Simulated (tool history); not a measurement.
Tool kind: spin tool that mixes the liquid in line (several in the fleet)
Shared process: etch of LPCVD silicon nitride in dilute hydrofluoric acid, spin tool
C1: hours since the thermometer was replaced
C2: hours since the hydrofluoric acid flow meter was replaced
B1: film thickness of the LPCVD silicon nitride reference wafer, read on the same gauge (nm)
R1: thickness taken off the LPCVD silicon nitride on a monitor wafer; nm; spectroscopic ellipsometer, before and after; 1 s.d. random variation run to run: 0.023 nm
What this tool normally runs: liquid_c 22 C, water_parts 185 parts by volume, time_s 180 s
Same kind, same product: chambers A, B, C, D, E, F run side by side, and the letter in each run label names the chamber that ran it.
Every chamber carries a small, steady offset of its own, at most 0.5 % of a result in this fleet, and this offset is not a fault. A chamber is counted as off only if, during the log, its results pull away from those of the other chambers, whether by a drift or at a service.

run 1E day=0.283 | liquid_c=22 water_parts=185 time_s=180 | C1=1249.8 C2=1216.6 | B1=119.98 | R1=0.41967
run 2D day=0.862 | liquid_c=22 water_parts=185 time_s=180 | C1=33.7 C2=887.4 | B1=120.02 | R1=0.42595
run 3B day=1.442 | liquid_c=22 water_parts=185 time_s=180 | C1=78.6 C2=73.7 | B1=119.98 | R1=0.43765
run 4C day=2.054 | liquid_c=22 water_parts=185 time_s=180 | C1=662.1 C2=1185.4 | B1=120.01 | R1=0.37517
run 5A day=2.383 | liquid_c=22 water_parts=185 time_s=180 | C1=495.2 C2=768.8 | B1=120.01 | R1=0.39290
run 6F day=2.671 | liquid_c=22 water_parts=185 time_s=180 | C1=1116.2 C2=629.1 | B1=120.03 | R1=0.42811
run 7B day=3.000 | liquid_c=22 water_parts=185 time_s=180 | C1=116.0 C2=111.1 | B1=120.01 | R1=0.38051
run 8E day=3.404 | liquid_c=22 water_parts=185 time_s=180 | C1=1324.7 C2=1291.5 | B1=120.00 | R1=0.41946
-- day=3.492 chamber D: hydrofluoric acid flow meter replaced
run 9C day=3.688 | liquid_c=22 water_parts=185 time_s=180 | C1=701.3 C2=1224.6 | B1=120.00 | R1=0.43858
run 10D day=4.038 | liquid_c=22 water_parts=185 time_s=180 | C1=109.9 C2=13.2 | B1=119.98 | R1=0.44156
-- day=4.558 chamber E: hydrofluoric acid flow meter replaced
run 11A day=4.592 | liquid_c=22 water_parts=185 time_s=180 | C1=548.2 C2=821.8 | B1=120.00 | R1=0.44986
run 12F day=5.121 | liquid_c=22 water_parts=185 time_s=180 | C1=1175.0 C2=687.9 | B1=120.01 | R1=0.44908
run 13F day=5.521 | liquid_c=22 water_parts=185 time_s=180 | C1=1184.6 C2=697.5 | B1=119.99 | R1=0.40097
run 14C day=5.942 | liquid_c=22 water_parts=185 time_s=180 | C1=755.4 C2=1278.7 | B1=119.96 | R1=0.42529
run 15D day=6.300 | liquid_c=22 water_parts=185 time_s=180 | C1=164.2 C2=67.5 | B1=119.99 | R1=0.42754
-- day=6.483 chamber A: thermometer replaced
run 16B day=6.821 | liquid_c=22 water_parts=185 time_s=180 | C1=207.7 C2=202.8 | B1=120.00 | R1=0.40999
run 17E day=7.096 | liquid_c=22 water_parts=185 time_s=180 | C1=1413.3 C2=61.0 | B1=120.04 | R1=0.43643
run 18A day=7.512 | liquid_c=22 water_parts=185 time_s=180 | C1=24.8 C2=891.9 | B1=120.00 | R1=0.39449
run 19B day=7.858 | liquid_c=22 water_parts=185 time_s=180 | C1=232.6 C2=227.7 | B1=120.02 | R1=0.42661
run 20F day=8.129 | liquid_c=22 water_parts=145 time_s=180 | C1=1247.2 C2=760.1 | B1=120.01 | R1=0.52753
run 21C day=8.583 | liquid_c=22 water_parts=145 time_s=180 | C1=818.8 C2=1342.1 | B1=120.00 | R1=0.54554
run 22A day=9.000 | liquid_c=22 water_parts=145 time_s=180 | C1=60.5 C2=927.6 | B1=119.97 | R1=0.61284
run 23E day=9.329 | liquid_c=22 water_parts=145 time_s=180 | C1=1466.9 C2=114.6 | B1=119.95 | R1=0.54328
run 24D day=9.779 | liquid_c=22 water_parts=145 time_s=180 | C1=247.7 C2=151.0 | B1=119.99 | R1=0.49392
run 25A day=10.196 | liquid_c=22 water_parts=145 time_s=180 | C1=89.2 C2=956.3 | B1=119.99 | R1=0.51505
run 26B day=10.529 | liquid_c=22 water_parts=185 time_s=180 | C1=296.7 C2=291.8 | B1=120.01 | R1=0.37201
run 27C day=11.021 | liquid_c=22 water_parts=185 time_s=180 | C1=877.3 C2=1400.6 | B1=119.99 | R1=0.41812
run 28D day=11.483 | liquid_c=22 water_parts=185 time_s=180 | C1=288.6 C2=191.9 | B1=120.02 | R1=0.44819
run 29F day=11.988 | liquid_c=22 water_parts=185 time_s=180 | C1=1339.8 C2=852.7 | B1=120.00 | R1=0.44818
run 30E day=12.367 | liquid_c=22 water_parts=265 time_s=260 | C1=1539.8 C2=187.5 | B1=119.99 | R1=0.46627
run 31C day=12.642 | liquid_c=22 water_parts=265 time_s=260 | C1=916.2 C2=1439.5 | B1=119.97 | R1=0.38549
run 32B day=13.104 | liquid_c=22 water_parts=265 time_s=260 | C1=358.5 C2=353.6 | B1=120.03 | R1=0.38415
run 33D day=13.400 | liquid_c=22 water_parts=265 time_s=260 | C1=334.6 C2=237.9 | B1=120.00 | R1=0.43577
run 34F day=13.896 | liquid_c=22 water_parts=265 time_s=260 | C1=1385.6 C2=898.5 | B1=119.98 | R1=0.41408
run 35E day=14.283 | liquid_c=22 water_parts=265 time_s=260 | C1=1585.8 C2=233.5 | B1=120.02 | R1=0.45472
run 36A day=14.762 | liquid_c=22 water_parts=185 time_s=180 | C1=198.8 C2=1065.9 | B1=120.02 | R1=0.39318
run 37A day=15.308 | liquid_c=22 water_parts=185 time_s=180 | C1=211.9 C2=1079.0 | B1=119.98 | R1=0.44328
run 38B day=15.812 | liquid_c=22 water_parts=185 time_s=180 | C1=423.5 C2=418.6 | B1=119.99 | R1=0.39168

Does one chamber stand apart from the rest, does the shared gauge drift, or is all well apart from small per-chamber offsets? Give the chamber and the most likely cause, where there is one.

Beyond each chamber's small constant offset nothing stands out, and the gauge stays steady.
